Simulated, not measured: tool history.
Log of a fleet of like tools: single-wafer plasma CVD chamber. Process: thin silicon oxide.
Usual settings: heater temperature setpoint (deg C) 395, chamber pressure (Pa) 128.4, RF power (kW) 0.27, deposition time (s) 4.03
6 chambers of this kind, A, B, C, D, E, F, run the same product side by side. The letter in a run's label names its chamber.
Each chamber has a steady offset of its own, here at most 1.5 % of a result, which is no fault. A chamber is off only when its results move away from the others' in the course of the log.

run,day,heater temperature setpoint (deg C),chamber pressure (Pa),RF power (kW),deposition time (s),hours since the last thermocouple change,hours since the last RF generator calibration,hours since the last manometer calibration,"read-back reference wafer on the same gauge, thickness_nm",mean film thickness on the monitor wafer (nm)
1C,0.338,395,128.4,0.27,4.03,1097.9,1203.2,1010.4,7.6299,8.3334
2E,0.892,395,128.4,0.27,4.03,1362.6,2160.4,551.8,7.6293,8.2476
3D,1.371,395,128.4,0.27,4.03,1669.5,1137.6,368.4,7.6285,8.3148
4B,1.742,395,128.4,0.27,4.03,1905.3,609.8,1042.3,7.6283,8.5049
5F,2.117,395,128.4,0.27,4.03,125.8,277.1,1444.9,7.6262,8.348
6A,2.738,395,128.4,0.27,4.03,1518.5,325.5,684.3,7.6308,8.3173
7F,3.346,395,128.4,0.27,4.03,155.3,306.6,1474.4,7.6258,8.3158
8D,3.775,395,128.4,0.27,4.03,1727.2,1195.3,426.1,7.6293,8.3171
9A,4.158,395,128.4,0.27,4.03,1552.6,359.6,718.4,7.6293,8.3217
10B,4.675,395,103.3,0.22,4.03,1975.7,680.2,1112.7,7.6339,6.3231
11C,5.279,395,103.3,0.22,4.03,1216.5,1321.8,1129,7.631,6.3251
12E,5.712,395,103.3,0.22,4.03,1478.3,2276.1,667.5,7.6329,6.2102
13B,6.062,395,103.3,0.22,4.03,2009,713.5,1146,7.6272,6.3279
14F,6.508,395,103.3,0.22,4.03,231.2,382.5,1550.3,7.632,6.3244
15C,6.833,395,103.3,0.22,4.03,1253.8,1359.1,1166.3,7.6324,6.3531
16A,7.383,395,128.4,0.27,4.03,1630,437,795.8,7.6229,8.3085
17E,7.775,395,128.4,0.27,4.03,1527.8,2325.6,717,7.6251,8.2983
18D,8.375,395,128.4,0.27,4.03,1837.6,1305.7,536.5,7.6285,8.3369
# day 8.471: chamber E: RF generator calibrated
# day 8.775: chamber B: thermocouple changed; heater temperature recalibrated
19D,8.775,395,128.4,0.27,4.03,1847.2,1315.3,546.1,7.632,8.2882
# day 9.183: chamber E: thermocouple changed; heater temperature recalibrated
20E,9.325,395,128.4,0.22,4.71,3.5,20.5,754.2,7.6299,8.7929
21C,9.888,395,128.4,0.22,4.71,1327.1,1432.4,1239.6,7.627,8.8782
22F,10.321,395,128.4,0.22,4.71,322.7,474,1641.8,7.6299,8.8749
23B,10.6,395,128.4,0.22,4.71,43.9,822.4,1254.9,7.6327,8.9912
24A,11.017,395,128.4,0.22,4.71,1717.2,524.2,883,7.6317,8.8553
25A,11.588,395,128.4,0.22,4.71,1730.9,537.9,896.7,7.6293,8.8567
26E,12.121,395,128.4,0.27,4.03,70.6,87.6,821.3,7.6281,8.2729
27F,12.458,395,128.4,0.27,4.03,374,525.3,1693.1,7.6252,8.3159
28B,13.033,395,128.4,0.27,4.03,102.3,880.8,1313.3,7.6281,8.4581
29D,13.321,395,128.4,0.27,4.03,1956.3,1424.4,655.2,7.6306,8.297
# day 13.346: chamber D: thermocouple changed; heater temperature recalibrated
30C,13.783,395,142,0.27,4.03,1420.6,1525.9,1333.1,7.6297,8.9904
31D,14.062,395,142,0.27,4.03,17.2,1442.2,673,7.628,8.8771
32A,14.492,395,142,0.27,4.03,1800.6,607.6,966.4,7.6314,8.9647
# day 14.821: chamber B: RF generator calibrated
33F,14.979,395,142,0.27,4.03,434.5,585.8,1753.6,7.6271,8.8807
# day 15.312: chamber C: thermocouple changed; heater temperature recalibrated
34C,15.488,395,142,0.27,4.03,4.2,1566.8,1374,7.6315,8.9557
35E,15.783,395,142,0.27,4.03,158.5,175.5,909.2,7.629,8.8662
# day 15.888: chamber C: RF generator calibrated
# day 16.096: chamber C: capacitance manometer re-zeroed and calibrated
36B,16.283,395,128.4,0.27,4.03,180.3,35.1,1391.3,7.6335,8.4678
37E,16.717,395,128.4,0.27,4.03,180.9,197.9,931.6,7.628,8.277
# day 17.121: chamber A: capacitance manometer re-zeroed and calibrated
38B,17.158,395,128.4,0.27,4.03,201.3,56.1,1412.3,7.627,8.4764
39D,17.75,395,128.4,0.27,4.03,105.7,1530.7,761.5,7.6276,8.3146
40C,18.254,395,128.4,0.27,4.03,70.6,56.8,51.9,7.6322,8.3772
41F,18.8,395,128.4,0.27,4.03,526.2,677.5,1845.3,7.6226,8.3243
42A,19.125,395,128.4,0.27,4.03,1911.8,718.8,48.1,7.6253,8.3367

Next, every chamber runs the same settings. What will each give?
43A,19.571,395,128.4,0.29,4.03,,,,,?
43B,19.571,395,128.4,0.29,4.03,,,,,?
43C,19.571,395,128.4,0.29,4.03,,,,,?
43D,19.571,395,128.4,0.29,4.03,,,,,?
43E,19.571,395,128.4,0.29,4.03,,,,,?
43F,19.571,395,128.4,0.29,4.03,,,,,?

run,mean film thickness on the monitor wafer (nm)
43A,8.557
43B,8.7226
43C,8.6269
43D,8.5328
43E,8.5282
43F,8.6198

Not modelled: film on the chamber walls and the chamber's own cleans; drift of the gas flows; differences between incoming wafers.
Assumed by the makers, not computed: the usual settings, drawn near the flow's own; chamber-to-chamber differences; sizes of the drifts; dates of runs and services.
